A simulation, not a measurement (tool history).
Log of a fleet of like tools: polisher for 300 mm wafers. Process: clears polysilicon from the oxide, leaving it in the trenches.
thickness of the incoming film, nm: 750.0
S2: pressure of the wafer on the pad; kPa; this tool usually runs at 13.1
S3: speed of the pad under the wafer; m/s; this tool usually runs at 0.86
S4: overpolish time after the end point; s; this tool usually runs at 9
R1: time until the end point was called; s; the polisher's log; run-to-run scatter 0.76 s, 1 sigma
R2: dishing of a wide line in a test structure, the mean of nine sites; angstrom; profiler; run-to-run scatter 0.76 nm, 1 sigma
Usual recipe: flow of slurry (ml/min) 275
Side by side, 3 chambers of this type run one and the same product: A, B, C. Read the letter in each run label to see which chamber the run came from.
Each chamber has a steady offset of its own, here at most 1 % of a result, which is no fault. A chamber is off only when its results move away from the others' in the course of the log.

run 1A day=0.425 | flow_of_slurry_(ml/min)=275 S2=13.1 S3=0.86 S4=9 | R1=83.396 R2=336.63
run 2C day=0.921 | flow_of_slurry_(ml/min)=275 S2=13.1 S3=0.86 S4=9 | R1=83.419 R2=339.36
run 3B day=1.229 | flow_of_slurry_(ml/min)=275 S2=13.1 S3=0.86 S4=9 | R1=83.369 R2=351.46
-- day=1.621 chamber C: slurry nozzle cleaned
run 4B day=1.908 | flow_of_slurry_(ml/min)=275 S2=13.1 S3=0.86 S4=9 | R1=83.842 R2=336.8
run 5A day=2.3 | flow_of_slurry_(ml/min)=275 S2=13.1 S3=0.86 S4=9 | R1=83.686 R2=331.61
run 6C day=2.742 | flow_of_slurry_(ml/min)=275 S2=13.1 S3=0.86 S4=9 | R1=83.113 R2=343.97
-- day=2.767 chamber A: slurry nozzle cleaned
-- day=2.838 chamber C: worn pad replaced by a new one
-- day=3.029 chamber B: worn pad replaced by a new one
run 7C day=3.133 | flow_of_slurry_(ml/min)=275 S2=13.1 S3=0.86 S4=9 | R1=81.355 R2=341.27
run 8B day=3.45 | flow_of_slurry_(ml/min)=275 S2=13.1 S3=0.86 S4=9 | R1=83.494 R2=342.31
run 9A day=4.008 | flow_of_slurry_(ml/min)=275 S2=13.1 S3=0.86 S4=9 | R1=83.74 R2=336.31
run 10C day=4.517 | flow_of_slurry_(ml/min)=275 S2=13.1 S3=0.86 S4=9 | R1=81.864 R2=353.13
run 11B day=4.871 | flow_of_slurry_(ml/min)=275 S2=13.1 S3=0.86 S4=9 | R1=82.886 R2=325.86
-- day=5.3 chamber B: head pressure recalibrated
run 12A day=5.383 | flow_of_slurry_(ml/min)=275 S2=13.1 S3=0.86 S4=9 | R1=84.799 R2=337.33
run 13C day=6.079 | flow_of_slurry_(ml/min)=275 S2=13.1 S3=0.86 S4=9 | R1=82.101 R2=342.96
run 14B day=6.658 | flow_of_slurry_(ml/min)=275 S2=13.1 S3=0.86 S4=12 | R1=82.362 R2=356.32
run 15A day=7.083 | flow_of_slurry_(ml/min)=275 S2=13.1 S3=0.86 S4=12 | R1=85.731 R2=367.43
run 16A day=7.6 | flow_of_slurry_(ml/min)=275 S2=13.1 S3=0.86 S4=12 | R1=85.805 R2=351.17
run 17C day=7.904 | flow_of_slurry_(ml/min)=275 S2=13.1 S3=0.86 S4=9 | R1=82.491 R2=338.46
-- day=8.308 chamber C: worn pad replaced by a new one
run 18B day=8.438 | flow_of_slurry_(ml/min)=275 S2=13.1 S3=1.14 S4=9 | R1=62.576 R2=366.71
run 19B day=8.883 | flow_of_slurry_(ml/min)=275 S2=13.1 S3=1.14 S4=9 | R1=62.901 R2=383.15
run 20C day=9.217 | flow_of_slurry_(ml/min)=275 S2=13.1 S3=1.14 S4=9 | R1=63.278 R2=359.56
run 21A day=9.638 | flow_of_slurry_(ml/min)=275 S2=13.1 S3=0.86 S4=9 | R1=86.987 R2=343.57
run 22A day=9.95 | flow_of_slurry_(ml/min)=275 S2=13.1 S3=0.86 S4=9 | R1=85.946 R2=336.06
run 23C day=10.442 | flow_of_slurry_(ml/min)=275 S2=13.1 S3=0.86 S4=9 | R1=82.095 R2=327.58
-- day=10.454 chamber B: worn pad replaced by a new one
run 24B day=10.875 | flow_of_slurry_(ml/min)=275 S2=15.2 S3=0.86 S4=9 | R1=72.305 R2=366.81
run 25C day=11.525 | flow_of_slurry_(ml/min)=275 S2=15.2 S3=0.86 S4=9 | R1=70.78 R2=361.79
run 26B day=11.862 | flow_of_slurry_(ml/min)=275 S2=15.2 S3=0.86 S4=9 | R1=71.008 R2=349.25
run 27A day=12.517 | flow_of_slurry_(ml/min)=275 S2=13.1 S3=0.86 S4=9 | R1=88.156 R2=335.88
run 28A day=12.912 | flow_of_slurry_(ml/min)=275 S2=13.1 S3=0.86 S4=9 | R1=86.931 R2=345.03
-- day=12.95 chamber C: slurry nozzle cleaned
-- day=13.3 chamber C: worn pad replaced by a new one
run 29C day=13.438 | flow_of_slurry_(ml/min)=275 S2=13.1 S3=0.86 S4=9 | R1=83.522 R2=332.29
run 30B day=13.846 | flow_of_slurry_(ml/min)=275 S2=13.1 S3=0.86 S4=9 | R1=82.489 R2=343.38
run 31C day=14.192 | flow_of_slurry_(ml/min)=275 S2=13.1 S3=0.86 S4=9 | R1=83.923 R2=330.03

Each of the 3 chambers runs these same settings next. Fill in every chamber's results:
run 32A day=14.688 | flow_of_slurry_(ml/min)=275 S2=13.1 S3=0.86 S4=4 | R1=? R2=?
run 32B day=14.688 | flow_of_slurry_(ml/min)=275 S2=13.1 S3=0.86 S4=4 | R1=? R2=?
run 32C day=14.688 | flow_of_slurry_(ml/min)=275 S2=13.1 S3=0.86 S4=4 | R1=? R2=?

run=32A R1=88.469 R2=227.51
run=32B R1=83.456 R2=236.82
run=32C R1=83.035 R2=231.21

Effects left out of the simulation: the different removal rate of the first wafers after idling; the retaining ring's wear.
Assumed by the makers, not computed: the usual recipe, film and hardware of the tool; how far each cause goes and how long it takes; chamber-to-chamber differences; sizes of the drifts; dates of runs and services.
